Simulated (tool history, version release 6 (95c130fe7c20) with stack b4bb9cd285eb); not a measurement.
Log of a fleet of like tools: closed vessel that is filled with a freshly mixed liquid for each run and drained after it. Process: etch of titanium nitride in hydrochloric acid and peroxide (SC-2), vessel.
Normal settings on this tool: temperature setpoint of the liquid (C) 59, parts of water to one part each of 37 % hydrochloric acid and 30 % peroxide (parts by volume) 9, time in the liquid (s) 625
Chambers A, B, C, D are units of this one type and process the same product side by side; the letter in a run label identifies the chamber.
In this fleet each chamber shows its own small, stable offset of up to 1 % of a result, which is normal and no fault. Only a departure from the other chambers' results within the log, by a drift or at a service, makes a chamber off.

run	day	temperature setpoint of the liquid (C)	parts of water to one part each of 37 % hydrochloric acid and 30 % peroxide (parts by volume)	time in the liquid (s)	hours since the thermometer was replaced	hours since the chemicals flow meter was replaced	hours since the drum of peroxide was connected	read-back film thickness of the titanium nitride reference wafer, read on the same gauge (nm)	thickness taken off the titanium nitride on a monitor wafer (angstrom)
1B	0.138	59	9	625	1427.8	152.8	538.8	129.98	358.79
2A	0.317	59	9	625	735.5	202.1	471.7	129.96	356.38
3D	0.521	59	9	625	1486.1	353	224.3	130	357.15
4C	0.729	59	9	625	103.1	1208.3	236.5	130.03	359.4
5D	0.867	59	9	625	1494.4	361.3	232.6	129.99	360.68
6A	0.979	59	9	625	751.4	218	487.6	130	357.76
7B	1.117	59	9	625	1451.3	176.3	562.3	130.01	356.14
8C	1.292	59	9	625	116.6	1221.8	250	130.01	359.13
9A	1.467	59	9	625	763.1	229.7	499.3	129.98	363.1
10B	1.692	59	9	625	1465.1	190.1	576.1	130.01	356.39
11C	1.912	59	9	625	131.5	1236.7	264.9	129.99	357.77
12D	2.1	59	9	625	1524	390.9	262.2	129.97	359.61
# day 2.296: chamber B: new drum of peroxide connected
13A	2.3	59	9	625	783.1	249.7	519.3	130	360.44
14D	2.558	59	9	625	1535	401.9	273.2	130.01	357.45
15B	2.729	59	9	625	1490	215	10.4	129.99	361.98
16C	2.85	59	9	295	154	1259.2	287.4	130.01	171.3
17C	3.079	59	9	295	159.5	1264.7	292.9	129.99	170.49
18B	3.296	59	9	295	1503.6	228.6	24	130.04	168.41
19A	3.454	59	9	295	810.8	277.4	547	130.02	169.71
20D	3.717	59	9	625	1562.8	429.7	301	130	346.76
21B	3.867	59	9	840	1517.3	242.3	37.7	129.98	487.7
22C	4.096	59	9	840	183.9	1289.1	317.3	129.99	492
23A	4.342	59	9	840	832.1	298.7	568.3	130	483.87
24D	4.471	59	9	840	1580.9	447.8	319.1	129.95	455.93
25C	4.662	59	9	625	197.5	1302.7	330.9	130.01	361.99
26B	4.912	59	9	625	1542.4	267.4	62.8	130.02	355.17
27A	5.058	59	9	625	849.3	315.9	585.5	130.01	366.59
28D	5.179	59	9	625	1597.9	464.8	336.1	129.98	333.38
29C	5.362	59	9	625	214.3	1319.5	347.7	130.02	361.01
30B	5.588	59	9	625	1558.6	283.6	79	130	360.55
31D	5.829	59	9	625	1613.5	480.4	351.7	130.04	331.57
32A	6.012	59	9	625	872.2	338.8	608.4	129.95	366.17
33A	6.254	59	5	625	878	344.6	614.2	129.98	572.38
34B	6.479	59	5	625	1580	305	100.4	130.01	568.96
35D	6.708	59	5	625	1634.6	501.5	372.8	130.04	510.1

What goes on in this fleet: one chamber off, a drifting gauge, or nothing beyond the chambers' own small offsets? Name the chamber and the cause, if any.

It is chamber D that slowly wanders off from its peers.
Likeliest cause: liquid colder than its thermometer reads (K) = 1.57.
The log might look much the same if the cause were instead: chemicals flow below the setpoint (%).

Which of the 4 candidates below, each the usual settings with something changed and its results left as question marks, puts chamber D back in line with what the other chambers give on the usual settings?
A result is in line if it is within this distance of the other chambers' mean on the usual settings: thickness taken off the titanium nitride on a monitor wafer (angstrom) 10
36D-1	6.9	59.5	9	640					?
36D-2	6.9	59	9	595					?
36D-3	6.9	57.5	9	625					?
36D-4	6.9	59	8.5	670					?

Usual-settings mean across the other chambers: thickness taken off the titanium nitride on a monitor wafer (angstrom) 360.3
run	thickness taken off the titanium nitride on a monitor wafer (angstrom)
36D-1	343.82
36D-2	309.64
36D-3	295.67
36D-4	365.31
36D-4 brings the chamber back in line.

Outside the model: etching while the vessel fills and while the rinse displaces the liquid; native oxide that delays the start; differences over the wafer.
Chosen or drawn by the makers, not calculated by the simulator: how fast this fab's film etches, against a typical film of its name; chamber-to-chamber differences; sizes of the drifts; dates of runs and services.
